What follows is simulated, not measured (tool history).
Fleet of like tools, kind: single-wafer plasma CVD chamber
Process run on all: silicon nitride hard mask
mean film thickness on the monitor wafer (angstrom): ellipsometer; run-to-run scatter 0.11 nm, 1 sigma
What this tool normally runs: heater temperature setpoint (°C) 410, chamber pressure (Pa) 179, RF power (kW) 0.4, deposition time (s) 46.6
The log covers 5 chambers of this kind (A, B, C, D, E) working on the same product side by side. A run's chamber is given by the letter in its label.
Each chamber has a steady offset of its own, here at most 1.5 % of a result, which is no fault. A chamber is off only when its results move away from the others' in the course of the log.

run,hour,heater temperature setpoint (°C),chamber pressure (Pa),RF power (kW),deposition time (s),"read-back reference wafer on the same gauge, thickness_nm",mean film thickness on the monitor wafer (angstrom)
# hour 6.2: chamber D: capacitance manometer re-zeroed and calibrated
1B,9.8,410,179,0.4,46.6,51.88,612.35
2C,16.9,410,179,0.4,46.6,51.885,607.44
3D,28.1,410,179,0.4,46.6,51.882,605.97
4E,39.2,410,179,0.4,46.6,51.872,611.73
5A,47.9,410,179,0.4,46.6,51.848,610.7
6A,56.2,410,179,0.4,46.6,51.835,611.85
7D,64.3,410,179,0.4,46.6,51.845,605.24
8B,72.7,410,179,0.4,53.6,51.798,703.32
9E,85.2,410,179,0.4,53.6,51.791,705.51
10C,96.3,410,179,0.4,53.6,51.798,697.11
11A,104.2,410,179,0.4,53.6,51.785,700.16
12C,115.6,410,179,0.4,53.6,51.792,694.33
13D,127.8,410,179,0.4,46.6,51.77,604.08
14E,134,410,179,0.4,46.6,51.749,609.88
15B,146.1,410,179,0.4,46.6,51.729,611.58
16A,151.8,396,179,0.46,46.6,51.71,664.6
# hour 160.9: chamber A: capacitance manometer re-zeroed and calibrated
17C,161.9,396,179,0.46,46.6,51.713,660.05
18D,168.5,396,179,0.46,46.6,51.709,658.54
19E,175.8,396,179,0.46,46.6,51.708,666.18
20B,181.9,396,179,0.46,46.6,51.691,666.9
21E,189.6,410,179,0.4,46.6,51.677,610.33
22B,196.4,410,179,0.4,46.6,51.681,611.12
23C,203.4,410,179,0.4,46.6,51.654,604.06
24A,214.2,410,179,0.4,46.6,51.634,604.39
25D,221,410,179,0.4,46.6,51.653,603.49
26E,227.8,410,212,0.375,46.6,51.629,613.57
27A,238.2,410,212,0.375,46.6,51.636,614.56
28B,247.7,410,212,0.375,46.6,51.593,619.27
29C,256.8,410,212,0.375,46.6,51.604,610.67
30D,268.2,410,212,0.375,46.6,51.591,609.12
31E,280.6,410,179,0.4,54.5,51.576,711.85
32C,289.8,410,179,0.4,54.5,51.572,705.56
33A,296.5,410,179,0.4,54.5,51.536,707.35
34B,308.7,410,179,0.4,54.5,51.556,710.72
35D,321.1,410,179,0.4,54.5,51.549,704.13

For the next run the whole fleet of 5 chambers uses the same settings. Give each chamber's results:
36A,330.3,420,179,0.4,46.6,,?
36B,330.3,420,179,0.4,46.6,,?
36C,330.3,420,179,0.4,46.6,,?
36D,330.3,420,179,0.4,46.6,,?
36E,330.3,420,179,0.4,46.6,,?

run,mean film thickness on the monitor wafer (angstrom)
36A,604.63
36B,607.52
36C,601.23
36D,599.98
36E,606.16

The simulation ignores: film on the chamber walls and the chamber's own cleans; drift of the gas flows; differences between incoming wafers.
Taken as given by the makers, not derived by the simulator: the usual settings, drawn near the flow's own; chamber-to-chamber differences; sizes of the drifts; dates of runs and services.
